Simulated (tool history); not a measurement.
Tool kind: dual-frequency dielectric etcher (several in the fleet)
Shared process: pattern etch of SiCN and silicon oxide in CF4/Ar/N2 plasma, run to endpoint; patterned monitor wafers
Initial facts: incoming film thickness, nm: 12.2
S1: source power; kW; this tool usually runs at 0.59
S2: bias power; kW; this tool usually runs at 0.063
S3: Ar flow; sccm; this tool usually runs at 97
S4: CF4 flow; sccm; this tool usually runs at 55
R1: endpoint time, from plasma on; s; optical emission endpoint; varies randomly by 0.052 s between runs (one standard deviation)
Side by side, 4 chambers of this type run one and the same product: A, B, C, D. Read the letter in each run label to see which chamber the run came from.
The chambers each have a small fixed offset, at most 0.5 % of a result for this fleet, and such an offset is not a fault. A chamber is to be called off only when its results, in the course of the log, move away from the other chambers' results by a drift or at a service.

Run 1D, hour 4.3: usual settings. Result: R1 12.081 s.
Run 2A, hour 7.1: usual settings. Result: R1 12.118 s.
Run 3C, hour 10.4: usual settings. Result: R1 12.087 s.
Run 4B, hour 15.3: usual settings. Result: R1 12.064 s.
Run 5D, hour 19.2: usual settings but S1 0.64 kW, S3 111 sccm. Result: R1 11.628 s.
Run 6A, hour 21.6: usual settings but S1 0.64 kW, S3 111 sccm. Result: R1 11.656 s.
Run 7B, hour 23.9: usual settings but S1 0.64 kW, S3 111 sccm. Result: R1 11.446 s.
Run 8C, hour 26.4: usual settings but S1 0.64 kW, S3 111 sccm. Result: R1 11.538 s.
Run 9D, hour 29.3: usual settings. Result: R1 12.173 s.
Run 10A, hour 32.6: usual settings. Result: R1 12.116 s.
At hour 36.6: chamber C: bias power generator calibrated.
Run 11C, hour 37.2: usual settings but S2 0.049 kW, S4 60 sccm. Result: R1 12.89 s.
Run 12B, hour 41.1: usual settings but S2 0.049 kW, S4 60 sccm. Result: R1 12.844 s.
Run 13C, hour 44.8: usual settings but S2 0.049 kW, S4 60 sccm. Result: R1 12.884 s.
At hour 47.7: chamber A: wet clean of the chamber.
Run 14B, hour 48.8: usual settings but S2 0.049 kW, S4 60 sccm. Result: R1 12.888 s.
At hour 50.2: chamber B: wet clean of the chamber.
Run 15D, hour 53.1: usual settings. Result: R1 12.203 s.
Run 16A, hour 56.4: usual settings. Result: R1 12.214 s.
Run 17D, hour 59.4: usual settings but S1 0.64 kW. Result: R1 11.24 s.
Run 18A, hour 63.4: usual settings but S1 0.64 kW. Result: R1 11.335 s.
Run 19C, hour 68.4: usual settings but S1 0.64 kW. Result: R1 11.427 s.
Run 20B, hour 72.6: usual settings but S1 0.64 kW. Result: R1 11.285 s.
Run 21D, hour 75.2: usual settings. Result: R1 12.057 s.
At hour 77.3: chamber A: Ar flow controller replaced.
Run 22C, hour 79.8: usual settings. Result: R1 12.118 s.
Run 23A, hour 83.2: usual settings but S3 111 sccm. Result: R1 12.433 s.
Run 24B, hour 85.6: usual settings but S3 111 sccm. Result: R1 12.379 s.
Run 25A, hour 91: usual settings but S3 111 sccm. Result: R1 12.487 s.
Run 26C, hour 94.9: usual settings but S3 111 sccm. Result: R1 12.426 s.
Run 27B, hour 100.1: usual settings. Result: R1 12.073 s.
Run 28D, hour 105: usual settings. Result: R1 11.831 s.
Run 29C, hour 108: usual settings. Result: R1 12.139 s.
Run 30D, hour 110.8: usual settings. Result: R1 11.923 s.
Run 31B, hour 115.3: usual settings. Result: R1 12.066 s.
Run 32A, hour 120.4: usual settings. Result: R1 12.22 s.
Run 33D, hour 124.7: usual settings. Result: R1 11.745 s.
Run 34B, hour 129.8: usual settings. Result: R1 12.065 s.
Run 35A, hour 132.5: usual settings. Result: R1 12.173 s.
Run 36C, hour 135.3: usual settings but S2 0.054 kW. Result: R1 12.709 s.
Run 37A, hour 138.7: usual settings but S2 0.054 kW. Result: R1 12.844 s.
Run 38D, hour 142.4: usual settings but S2 0.054 kW. Result: R1 12.304 s.
Run 39B, hour 145.3: usual settings but S2 0.054 kW. Result: R1 12.658 s.

Next, all 4 chambers run the settings below, one line each with question marks for the results. What does each chamber give?
Run 40A, hour 149.2: usual settings. Result: R1 ?.
Run 40B, hour 149.2: usual settings. Result: R1 ?.
Run 40C, hour 149.2: usual settings. Result: R1 ?.
Run 40D, hour 149.2: usual settings. Result: R1 ?.

run      R1
40A  12.116
40B  12.024
40C  12.185
40D    11.5

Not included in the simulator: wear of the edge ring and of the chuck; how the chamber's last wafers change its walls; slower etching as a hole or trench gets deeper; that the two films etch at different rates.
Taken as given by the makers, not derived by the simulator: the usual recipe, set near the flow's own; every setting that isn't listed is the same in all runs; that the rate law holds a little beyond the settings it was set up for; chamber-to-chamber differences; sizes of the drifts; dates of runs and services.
